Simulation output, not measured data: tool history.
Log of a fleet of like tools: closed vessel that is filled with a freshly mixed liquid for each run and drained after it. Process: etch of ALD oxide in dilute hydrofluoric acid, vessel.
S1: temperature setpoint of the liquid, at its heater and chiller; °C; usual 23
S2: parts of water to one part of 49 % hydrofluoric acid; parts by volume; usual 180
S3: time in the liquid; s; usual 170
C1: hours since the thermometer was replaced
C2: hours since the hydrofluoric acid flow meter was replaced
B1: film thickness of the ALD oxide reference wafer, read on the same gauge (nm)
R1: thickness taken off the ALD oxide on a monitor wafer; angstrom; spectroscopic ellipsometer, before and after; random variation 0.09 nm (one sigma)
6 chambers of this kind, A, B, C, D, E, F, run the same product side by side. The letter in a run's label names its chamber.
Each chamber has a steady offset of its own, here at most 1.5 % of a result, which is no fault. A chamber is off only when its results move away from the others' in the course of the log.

{"run": "1B", "day": 0.221, "S1": 23, "S2": 180, "S3": 170, "C1": 1255.4, "C2": 543.3, "B1": 99.989, "R1": 174.44}
{"run": "2C", "day": 0.579, "S1": 23, "S2": 180, "S3": 170, "C1": 1143.8, "C2": 865.7, "B1": 100.0, "R1": 173.86}
{"day": 0.662, "done": "chamber D: hydrofluoric acid flow meter replaced"}
{"run": "3D", "day": 0.879, "S1": 23, "S2": 180, "S3": 170, "C1": 593.8, "C2": 5.2, "B1": 99.99, "R1": 172.28}
{"run": "4E", "day": 1.088, "S1": 23, "S2": 180, "S3": 170, "C1": 2624.7, "C2": 884.2, "B1": 99.981, "R1": 172.51}
{"run": "5A", "day": 1.392, "S1": 23, "S2": 145, "S3": 170, "C1": 768.7, "C2": 484.0, "B1": 99.986, "R1": 224.49}
{"run": "6F", "day": 1.708, "S1": 23, "S2": 145, "S3": 170, "C1": 940.9, "C2": 1579.2, "B1": 100.01, "R1": 218.95}
{"run": "7B", "day": 1.967, "S1": 23, "S2": 145, "S3": 170, "C1": 1297.3, "C2": 585.2, "B1": 99.978, "R1": 224.59}
{"run": "8C", "day": 2.254, "S1": 23, "S2": 145, "S3": 170, "C1": 1184.0, "C2": 905.9, "B1": 100.03, "R1": 222.62}
{"run": "9E", "day": 2.5, "S1": 23, "S2": 145, "S3": 170, "C1": 2658.6, "C2": 918.1, "B1": 99.979, "R1": 225.48}
{"run": "10A", "day": 2.85, "S1": 23, "S2": 145, "S3": 170, "C1": 803.7, "C2": 519.0, "B1": 100.01, "R1": 225.8}
{"run": "11F", "day": 3.196, "S1": 23, "S2": 180, "S3": 170, "C1": 976.6, "C2": 1614.9, "B1": 99.965, "R1": 170.33}
{"run": "12D", "day": 3.529, "S1": 23, "S2": 180, "S3": 170, "C1": 657.4, "C2": 68.8, "B1": 100.01, "R1": 172.47}
{"day": 3.633, "done": "chamber E: thermometer replaced"}
{"run": "13A", "day": 3.912, "S1": 23, "S2": 180, "S3": 170, "C1": 829.2, "C2": 544.5, "B1": 99.998, "R1": 173.52}
{"day": 3.938, "done": "chamber B: thermometer replaced"}
{"run": "14D", "day": 4.242, "S1": 23, "S2": 180, "S3": 170, "C1": 674.5, "C2": 85.9, "B1": 99.992, "R1": 170.3}
{"run": "15B", "day": 4.45, "S1": 23, "S2": 180, "S3": 170, "C1": 12.4, "C2": 644.8, "B1": 100.01, "R1": 173.87}
{"run": "16C", "day": 4.742, "S1": 23, "S2": 180, "S3": 170, "C1": 1243.7, "C2": 965.6, "B1": 99.985, "R1": 174.63}
{"run": "17E", "day": 5.088, "S1": 23, "S2": 180, "S3": 170, "C1": 35.0, "C2": 980.2, "B1": 99.977, "R1": 175.1}
{"run": "18F", "day": 5.492, "S1": 23, "S2": 180, "S3": 170, "C1": 1031.7, "C2": 1670.0, "B1": 99.994, "R1": 169.72}
{"run": "19D", "day": 5.708, "S1": 23, "S2": 180, "S3": 170, "C1": 709.7, "C2": 121.1, "B1": 99.997, "R1": 174.39}
{"run": "20A", "day": 5.938, "S1": 23, "S2": 140, "S3": 100, "C1": 877.8, "C2": 593.1, "B1": 100.01, "R1": 136.86}
{"run": "21F", "day": 6.129, "S1": 23, "S2": 140, "S3": 100, "C1": 1047.0, "C2": 1685.3, "B1": 100.01, "R1": 133.44}
{"run": "22B", "day": 6.408, "S1": 23, "S2": 140, "S3": 100, "C1": 59.4, "C2": 691.8, "B1": 99.992, "R1": 137.09}
{"day": 6.592, "done": "chamber D: thermometer replaced"}
{"run": "23E", "day": 6.75, "S1": 23, "S2": 140, "S3": 100, "C1": 74.9, "C2": 1020.1, "B1": 99.974, "R1": 136.15}
{"run": "24C", "day": 7.075, "S1": 23, "S2": 140, "S3": 100, "C1": 1299.7, "C2": 1021.6, "B1": 99.998, "R1": 137.24}
{"run": "25B", "day": 7.383, "S1": 23, "S2": 140, "S3": 100, "C1": 82.8, "C2": 715.2, "B1": 99.977, "R1": 136.62}
{"run": "26D", "day": 7.692, "S1": 23, "S2": 180, "S3": 170, "C1": 26.5, "C2": 168.7, "B1": 100.04, "R1": 173.37}
{"run": "27C", "day": 8.017, "S1": 23, "S2": 180, "S3": 170, "C1": 1322.3, "C2": 1044.2, "B1": 100.0, "R1": 176.06}
{"run": "28E", "day": 8.421, "S1": 23, "S2": 180, "S3": 170, "C1": 115.0, "C2": 1060.2, "B1": 99.981, "R1": 169.96}
{"day": 8.429, "done": "chamber F: thermometer replaced"}
{"run": "29A", "day": 8.792, "S1": 23, "S2": 180, "S3": 170, "C1": 946.3, "C2": 661.6, "B1": 99.986, "R1": 172.81}
{"run": "30F", "day": 9.204, "S1": 23, "S2": 180, "S3": 170, "C1": 18.7, "C2": 1759.1, "B1": 100.02, "R1": 172.12}
{"run": "31A", "day": 9.617, "S1": 23, "S2": 95, "S3": 170, "C1": 966.1, "C2": 681.4, "B1": 99.995, "R1": 361.5}
{"run": "32B", "day": 9.829, "S1": 23, "S2": 95, "S3": 170, "C1": 141.5, "C2": 773.9, "B1": 100.01, "R1": 366.72}
{"run": "33D", "day": 10.183, "S1": 23, "S2": 95, "S3": 170, "C1": 86.3, "C2": 228.5, "B1": 99.993, "R1": 360.97}
{"run": "34E", "day": 10.571, "S1": 23, "S2": 95, "S3": 170, "C1": 166.6, "C2": 1111.8, "B1": 99.986, "R1": 343.66}
{"run": "35C", "day": 10.758, "S1": 23, "S2": 95, "S3": 170, "C1": 1388.1, "C2": 1110.0, "B1": 99.984, "R1": 359.08}
{"run": "36F", "day": 11.158, "S1": 23, "S2": 95, "S3": 170, "C1": 65.6, "C2": 1806.0, "B1": 99.981, "R1": 355.27}
{"run": "37B", "day": 11.475, "S1": 23, "S2": 180, "S3": 170, "C1": 181.0, "C2": 813.4, "B1": 99.987, "R1": 171.67}
{"run": "38C", "day": 11.871, "S1": 23, "S2": 180, "S3": 170, "C1": 1414.8, "C2": 1136.7, "B1": 99.996, "R1": 173.38}
{"run": "39F", "day": 12.246, "S1": 23, "S2": 180, "S3": 170, "C1": 91.7, "C2": 1832.1, "B1": 99.998, "R1": 170.62}
{"run": "40E", "day": 12.438, "S1": 23, "S2": 180, "S3": 170, "C1": 211.4, "C2": 1156.6, "B1": 100.01, "R1": 165.3}
{"run": "41D", "day": 12.771, "S1": 23, "S2": 180, "S3": 170, "C1": 148.4, "C2": 290.6, "B1": 100.02, "R1": 173.56}
{"run": "42A", "day": 13.142, "S1": 19, "S2": 180, "S3": 80, "C1": 1050.7, "C2": 766.0, "B1": 100.01, "R1": 70.39}
{"run": "43B", "day": 13.321, "S1": 19, "S2": 180, "S3": 80, "C1": 225.3, "C2": 857.7, "B1": 100.03, "R1": 70.445}

Is one chamber off against the others, does the gauge drift, or is nothing wrong? If a chamber is off, say which, and what the likeliest cause is.

Chamber E drifts away from the others.
Cause: hydrofluoric acid flow below the setpoint (%) = 5.55.
The log may not tell that from: liquid colder than its thermometer reads (K).

Here are 4 candidates for chamber E's next run, each the usual settings with a change, their results left as question marks. Which one brings its results back in line with what the others give on the usual settings?
In line means no further than this from the other chambers' mean on the usual settings: R1 3.100 angstrom
{"run": "44E-1", "day": 13.621, "S1": 21.5, "S2": 180, "S3": 170, "R1": "?"}
{"run": "44E-2", "day": 13.621, "S1": 20.0, "S2": 180, "S3": 170, "R1": "?"}
{"run": "44E-3", "day": 13.621, "S1": 26.0, "S2": 180, "S3": 170, "R1": "?"}
{"run": "44E-4", "day": 13.621, "S1": 23.0, "S2": 180, "S3": 180, "R1": "?"}

The other chambers' mean on the usual settings: R1 172.940 angstrom
run=44E-1 R1=153.530
run=44E-2 R1=144.850
run=44E-3 R1=181.920
run=44E-4 R1=172.200
44E-4 brings the chamber back in line.
